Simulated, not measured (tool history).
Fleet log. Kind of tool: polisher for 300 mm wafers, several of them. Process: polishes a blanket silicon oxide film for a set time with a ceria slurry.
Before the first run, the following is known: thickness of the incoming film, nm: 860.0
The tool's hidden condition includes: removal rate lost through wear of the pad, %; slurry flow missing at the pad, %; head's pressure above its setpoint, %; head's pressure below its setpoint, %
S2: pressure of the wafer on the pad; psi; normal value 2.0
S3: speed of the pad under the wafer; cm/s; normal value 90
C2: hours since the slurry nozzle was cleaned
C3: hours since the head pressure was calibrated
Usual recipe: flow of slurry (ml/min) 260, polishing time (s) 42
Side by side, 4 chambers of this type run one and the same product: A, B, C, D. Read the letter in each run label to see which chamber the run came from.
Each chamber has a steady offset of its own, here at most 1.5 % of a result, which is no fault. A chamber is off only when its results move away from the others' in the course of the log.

At hour 0.5: chamber C: worn pad replaced by a new one.
Run 1A, hour 6.8: usual settings; wafers polished on this pad 349; C2 110.5; C3 321.9. Result: film removed (Å) 1173.90.
Run 2D, hour 15.3: usual settings; wafers polished on this pad 688; C2 412.2; C3 1044.1. Result: film removed (Å) 1155.00.
Run 3B, hour 20.5: usual settings; wafers polished on this pad 984; C2 226.0; C3 631.1. Result: film removed (Å) 1195.00.
Run 4C, hour 28.5: usual settings; wafers polished on this pad 448; C2 273.2; C3 245.7. Result: film removed (Å) 1162.10.
Run 5D, hour 36.3: usual settings; wafers polished on this pad 1024; C2 433.2; C3 1065.1. Result: film removed (Å) 1144.70.
Run 6B, hour 46.7: usual settings; wafers polished on this pad 1403; C2 252.2; C3 657.3. Result: film removed (Å) 1167.50.
At hour 51.3: chamber B: head pressure recalibrated.
Run 7C, hour 55.0: usual settings; wafers polished on this pad 872; C2 299.7; C3 272.2. Result: film removed (Å) 1144.00.
Run 8A, hour 60.4: usual settings; wafers polished on this pad 1207; C2 164.1; C3 375.5. Result: film removed (Å) 1155.60.
At hour 61.4: chamber B: worn pad replaced by a new one.
Run 9A, hour 70.7: usual settings; wafers polished on this pad 1371; C2 174.4; C3 385.8. Result: film removed (Å) 1156.50.
At hour 78.0: chamber C: slurry nozzle cleaned.
At hour 78.6: chamber A: worn pad replaced by a new one.
Run 10B, hour 80.7: usual settings but polishing time (s) 37; wafers polished on this pad 310; C2 286.2; C3 29.4. Result: film removed (Å) 1044.10.
Run 11D, hour 86.1: usual settings but polishing time (s) 37; wafers polished on this pad 1821; C2 483.0; C3 1114.9. Result: film removed (Å) 989.11.
At hour 92.0: chamber C: worn pad replaced by a new one.
Run 12C, hour 93.5: usual settings but polishing time (s) 37; wafers polished on this pad 24; C2 15.6; C3 310.7. Result: film removed (Å) 1021.50.
Run 13D, hour 100.8: usual settings but polishing time (s) 37; wafers polished on this pad 2057; C2 497.7; C3 1129.6. Result: film removed (Å) 1003.60.
Run 14B, hour 109.5: usual settings; wafers polished on this pad 771; C2 315.0; C3 58.2. Result: film removed (Å) 1146.70.
Run 15A, hour 114.8: usual settings; wafers polished on this pad 580; C2 218.5; C3 429.9. Result: film removed (Å) 1154.70.
Run 16C, hour 123.5: usual settings; wafers polished on this pad 504; C2 45.6; C3 340.7. Result: film removed (Å) 1152.30.
Run 17A, hour 129.0: usual settings; wafers polished on this pad 807; C2 232.7; C3 444.1. Result: film removed (Å) 1178.70.
Run 18D, hour 135.6: usual settings; wafers polished on this pad 2614; C2 532.5; C3 1164.4. Result: film removed (Å) 1114.00.
At hour 141.5: chamber B: worn pad replaced by a new one.
Run 19C, hour 144.6: usual settings; wafers polished on this pad 842; C2 66.7; C3 361.8. Result: film removed (Å) 1171.30.
Run 20B, hour 154.6: usual settings but polishing time (s) 32; wafers polished on this pad 211; C2 360.1; C3 103.3. Result: film removed (Å) 893.45.
Run 21D, hour 160.2: usual settings but polishing time (s) 32; wafers polished on this pad 3007; C2 557.1; C3 1189.0. Result: film removed (Å) 827.31.
At hour 168.1: chamber A: worn pad replaced by a new one.
At hour 169.2: chamber C: worn pad replaced by a new one.
Run 22B, hour 169.2: usual settings but polishing time (s) 32; wafers polished on this pad 444; C2 374.7; C3 117.9. Result: film removed (Å) 882.22.
Run 23A, hour 176.7: usual settings but polishing time (s) 32; wafers polished on this pad 138; C2 280.4; C3 491.8. Result: film removed (Å) 899.62.
Run 24C, hour 185.4: usual settings; wafers polished on this pad 260; C2 107.5; C3 402.6. Result: film removed (Å) 1149.90.
Run 25D, hour 196.1: usual settings but flow of slurry (ml/min) 200, polishing time (s) 54; wafers polished on this pad 3582; C2 593.0; C3 1224.9. Result: film removed (Å) 1386.40.
Run 26A, hour 201.3: usual settings but flow of slurry (ml/min) 200, polishing time (s) 54; wafers polished on this pad 532; C2 305.0; C3 516.4. Result: film removed (Å) 1471.80.
Run 27C, hour 211.8: usual settings but flow of slurry (ml/min) 200, polishing time (s) 54; wafers polished on this pad 683; C2 133.9; C3 429.0. Result: film removed (Å) 1453.40.
Run 28B, hour 222.3: usual settings but flow of slurry (ml/min) 200, polishing time (s) 54; wafers polished on this pad 1294; C2 427.8; C3 171.0. Result: film removed (Å) 1488.80.
At hour 227.3: chamber B: worn pad replaced by a new one.
Run 29B, hour 231.2: usual settings; wafers polished on this pad 63; C2 436.7; C3 179.9. Result: film removed (Å) 1137.60.
Run 30A, hour 236.3: usual settings but S2 2.6 psi, S3 102 cm/s; wafers polished on this pad 1092; C2 340.0; C3 551.4. Result: film removed (Å) 1710.50.
At hour 243.3: chamber A: worn pad replaced by a new one.
Run 31D, hour 244.2: usual settings but S2 2.6 psi, S3 102 cm/s; wafers polished on this pad 4352; C2 641.1; C3 1273.0. Result: film removed (Å) 1611.20.
Run 32C, hour 255.0: usual settings but S2 2.6 psi, S3 102 cm/s; wafers polished on this pad 1374; C2 177.1; C3 472.2. Result: film removed (Å) 1711.60.
Run 33A, hour 260.9: usual settings but S2 2.6 psi, S3 102 cm/s; wafers polished on this pad 282; C2 364.6; C3 576.0. Result: film removed (Å) 1723.30.
At hour 261.7: chamber C: worn pad replaced by a new one.
At hour 266.0: chamber A: slurry nozzle cleaned.
Run 34C, hour 268.9: usual settings; wafers polished on this pad 115; C2 191.0; C3 486.1. Result: film removed (Å) 1171.70.
Run 35D, hour 278.3: usual settings; wafers polished on this pad 4897; C2 675.2; C3 1307.1. Result: film removed (Å) 1066.80.
Run 36B, hour 286.4: usual settings; wafers polished on this pad 947; C2 491.9; C3 235.1. Result: film removed (Å) 1153.00.
Run 37A, hour 295.1: usual settings but flow of slurry (ml/min) 295, S3 114 cm/s; wafers polished on this pad 829; C2 29.2; C3 610.2. Result: film removed (Å) 1514.70.
Run 38B, hour 304.7: usual settings but flow of slurry (ml/min) 295, S3 114 cm/s; wafers polished on this pad 1240; C2 510.2; C3 253.4. Result: film removed (Å) 1493.20.
Run 39D, hour 313.8: usual settings but flow of slurry (ml/min) 295, S3 114 cm/s; wafers polished on this pad 5465; C2 710.7; C3 1342.6. Result: film removed (Å) 1342.30.

One chamber off, gauge drift, or nothing amiss beyond the chambers' own small offsets? If it is a chamber, which one, and what is the likeliest cause?

It is chamber D that slowly wanders off from its peers.
Most likely cause: removal rate lost through wear of the pad, % = 8.48.
The log may not separate it from: head's pressure below its setpoint, %.

Below are 4 candidate recipes for chamber D's next run, each the usual settings with a change, their results shown as question marks. Which of them brings D's results back in line with what the other chambers give on the usual settings?
In-line tolerance around the mean of the other chambers on the usual settings: film removed (Å) 43.00
Run 40D-1, hour 321.7: usual settings but flow of slurry (ml/min) 265, polishing time (s) 46. Result: film removed (Å) ?.
Run 40D-2, hour 321.7: usual settings but polishing time (s) 34. Result: film removed (Å) ?.
Run 40D-3, hour 321.7: usual settings but flow of slurry (ml/min) 255, S2 1.8 psi. Result: film removed (Å) ?.
Run 40D-4, hour 321.7: usual settings but flow of slurry (ml/min) 265, polishing time (s) 51. Result: film removed (Å) ?.

Average result of the remaining chambers running the usual settings: film removed (Å) 1166.50
  run  film removed (Å)
40D-1           1152.10
40D-2            849.76
40D-3            941.06
40D-4           1277.40
Change 40D-1 lands the chamber within the allowed miss of the other chambers.
